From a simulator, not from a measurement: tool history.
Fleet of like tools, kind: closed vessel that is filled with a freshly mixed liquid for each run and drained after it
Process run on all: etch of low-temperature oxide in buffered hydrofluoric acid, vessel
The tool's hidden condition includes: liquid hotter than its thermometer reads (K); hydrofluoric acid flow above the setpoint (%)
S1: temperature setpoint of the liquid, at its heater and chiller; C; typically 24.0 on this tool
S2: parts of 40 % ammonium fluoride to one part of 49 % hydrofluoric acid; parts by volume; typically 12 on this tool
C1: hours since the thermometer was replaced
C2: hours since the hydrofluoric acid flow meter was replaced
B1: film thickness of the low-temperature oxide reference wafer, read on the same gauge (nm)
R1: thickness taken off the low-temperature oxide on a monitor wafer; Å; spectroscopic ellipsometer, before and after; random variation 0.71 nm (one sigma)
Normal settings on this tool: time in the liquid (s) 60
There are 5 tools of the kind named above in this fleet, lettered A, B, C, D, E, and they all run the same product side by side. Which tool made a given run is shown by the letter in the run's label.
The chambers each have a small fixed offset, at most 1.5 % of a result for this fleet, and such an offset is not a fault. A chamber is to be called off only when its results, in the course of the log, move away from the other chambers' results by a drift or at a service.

run 1B hour=4.5 | S1=24.0 S2=12 time_in_the_liquid_(s)=60 | C1=1329.6 C2=272.3 | B1=140.03 | R1=1016.90
run 2E hour=9.9 | S1=24.0 S2=12 time_in_the_liquid_(s)=60 | C1=484.2 C2=94.2 | B1=140.01 | R1=1013.30
run 3C hour=15.5 | S1=24.0 S2=12 time_in_the_liquid_(s)=60 | C1=2343.7 C2=827.5 | B1=140.03 | R1=1007.30
run 4A hour=21.5 | S1=24.0 S2=12 time_in_the_liquid_(s)=60 | C1=222.4 C2=312.3 | B1=139.99 | R1=996.87
run 5D hour=28.2 | S1=24.0 S2=12 time_in_the_liquid_(s)=60 | C1=470.0 C2=437.4 | B1=139.96 | R1=1010.60
run 6A hour=32.8 | S1=24.0 S2=12 time_in_the_liquid_(s)=60 | C1=233.7 C2=323.6 | B1=139.99 | R1=1014.00
run 7B hour=41.9 | S1=24.0 S2=12 time_in_the_liquid_(s)=60 | C1=1367.0 C2=309.7 | B1=140.02 | R1=1004.40
run 8D hour=49.0 | S1=24.0 S2=12 time_in_the_liquid_(s)=60 | C1=490.8 C2=458.2 | B1=139.96 | R1=994.00
run 9C hour=56.8 | S1=24.0 S2=12 time_in_the_liquid_(s)=60 | C1=2385.0 C2=868.8 | B1=140.02 | R1=1008.40
run 10E hour=64.4 | S1=24.0 S2=12 time_in_the_liquid_(s)=60 | C1=538.7 C2=148.7 | B1=139.97 | R1=1017.80
run 11C hour=70.1 | S1=24.0 S2=12 time_in_the_liquid_(s)=60 | C1=2398.3 C2=882.1 | B1=139.99 | R1=1019.30
run 12A hour=78.1 | S1=24.0 S2=12 time_in_the_liquid_(s)=60 | C1=279.0 C2=368.9 | B1=139.96 | R1=996.57
run 13D hour=84.7 | S1=24.0 S2=12 time_in_the_liquid_(s)=60 | C1=526.5 C2=493.9 | B1=139.98 | R1=989.61
run 14B hour=93.8 | S1=24.0 S2=12 time_in_the_liquid_(s)=60 | C1=1418.9 C2=361.6 | B1=139.98 | R1=1010.60
run 15E hour=99.5 | S1=28.5 S2=12 time_in_the_liquid_(s)=40 | C1=573.8 C2=183.8 | B1=140.02 | R1=851.15
run 16B hour=104.7 | S1=28.5 S2=12 time_in_the_liquid_(s)=40 | C1=1429.8 C2=372.5 | B1=139.99 | R1=867.65
run 17A hour=108.9 | S1=28.5 S2=12 time_in_the_liquid_(s)=40 | C1=309.8 C2=399.7 | B1=140.07 | R1=851.97
run 18D hour=114.7 | S1=28.5 S2=12 time_in_the_liquid_(s)=40 | C1=556.5 C2=523.9 | B1=139.99 | R1=847.34
run 19C hour=120.6 | S1=28.5 S2=12 time_in_the_liquid_(s)=40 | C1=2448.8 C2=932.6 | B1=140.02 | R1=853.38
run 20E hour=126.8 | S1=24.0 S2=12 time_in_the_liquid_(s)=60 | C1=601.1 C2=211.1 | B1=139.97 | R1=1021.10
run 21A hour=132.5 | S1=24.0 S2=12 time_in_the_liquid_(s)=60 | C1=333.4 C2=423.3 | B1=140.03 | R1=990.45
run 22C hour=139.1 | S1=24.0 S2=12 time_in_the_liquid_(s)=60 | C1=2467.3 C2=951.1 | B1=140.00 | R1=995.38
run 23E hour=144.4 | S1=24.0 S2=12 time_in_the_liquid_(s)=60 | C1=618.7 C2=228.7 | B1=140.01 | R1=1030.30
run 24D hour=150.6 | S1=24.0 S2=12 time_in_the_liquid_(s)=60 | C1=592.4 C2=559.8 | B1=140.00 | R1=1001.30
run 25B hour=157.4 | S1=24.0 S2=12 time_in_the_liquid_(s)=60 | C1=1482.5 C2=425.2 | B1=140.00 | R1=1056.80
run 26D hour=162.3 | S1=20.5 S2=12 time_in_the_liquid_(s)=60 | C1=604.1 C2=571.5 | B1=140.01 | R1=826.36
run 27C hour=167.7 | S1=20.5 S2=12 time_in_the_liquid_(s)=60 | C1=2495.9 C2=979.7 | B1=139.98 | R1=829.93
run 28B hour=173.9 | S1=20.5 S2=12 time_in_the_liquid_(s)=60 | C1=1499.0 C2=441.7 | B1=139.98 | R1=866.52
-- hour=176.2 chamber C: thermometer replaced
run 29A hour=182.5 | S1=20.5 S2=12 time_in_the_liquid_(s)=60 | C1=383.4 C2=473.3 | B1=140.00 | R1=829.29
run 30E hour=189.0 | S1=20.5 S2=12 time_in_the_liquid_(s)=60 | C1=663.3 C2=273.3 | B1=139.98 | R1=835.89
run 31C hour=193.3 | S1=24.0 S2=12 time_in_the_liquid_(s)=60 | C1=17.2 C2=1005.3 | B1=140.04 | R1=1006.20
run 32E hour=201.9 | S1=24.0 S2=12 time_in_the_liquid_(s)=75 | C1=676.2 C2=286.2 | B1=139.93 | R1=1267.30
run 33A hour=210.1 | S1=24.0 S2=12 time_in_the_liquid_(s)=75 | C1=411.0 C2=500.9 | B1=139.98 | R1=1248.90

Is one chamber off against the others, does the gauge drift, or is nothing wrong? If a chamber is off, say which, and what the likeliest cause is.

Little by little, chamber B moves away from the other chambers.
What lies behind it: hydrofluoric acid flow above the setpoint (%) = 6.68.
The log may not tell that from: liquid hotter than its thermometer reads (K).

Below are 4 candidate recipes for chamber B's next run, each the usual settings with a change, their results shown as question marks. Which of them brings B's results back in line with what the other chambers give on the usual settings?
A result is in line if it is within this distance of the other chambers' mean on the usual settings: R1 25.00 Å
run 34B-1 hour=216.6 | S1=25.0 S2=12 time_in_the_liquid_(s)=60 | R1=?
run 34B-2 hour=216.6 | S1=23.5 S2=12 time_in_the_liquid_(s)=60 | R1=?
run 34B-3 hour=216.6 | S1=24.5 S2=12 time_in_the_liquid_(s)=60 | R1=?
run 34B-4 hour=216.6 | S1=23.0 S2=12 time_in_the_liquid_(s)=60 | R1=?

Average result of the remaining chambers running the usual settings: R1 1005.20 Å
run=34B-1 R1=1130.70
run=34B-2 R1=1040.30
run=34B-3 R1=1099.80
run=34B-4 R1=1011.60
34B-4 puts the chamber back in line with the other chambers.
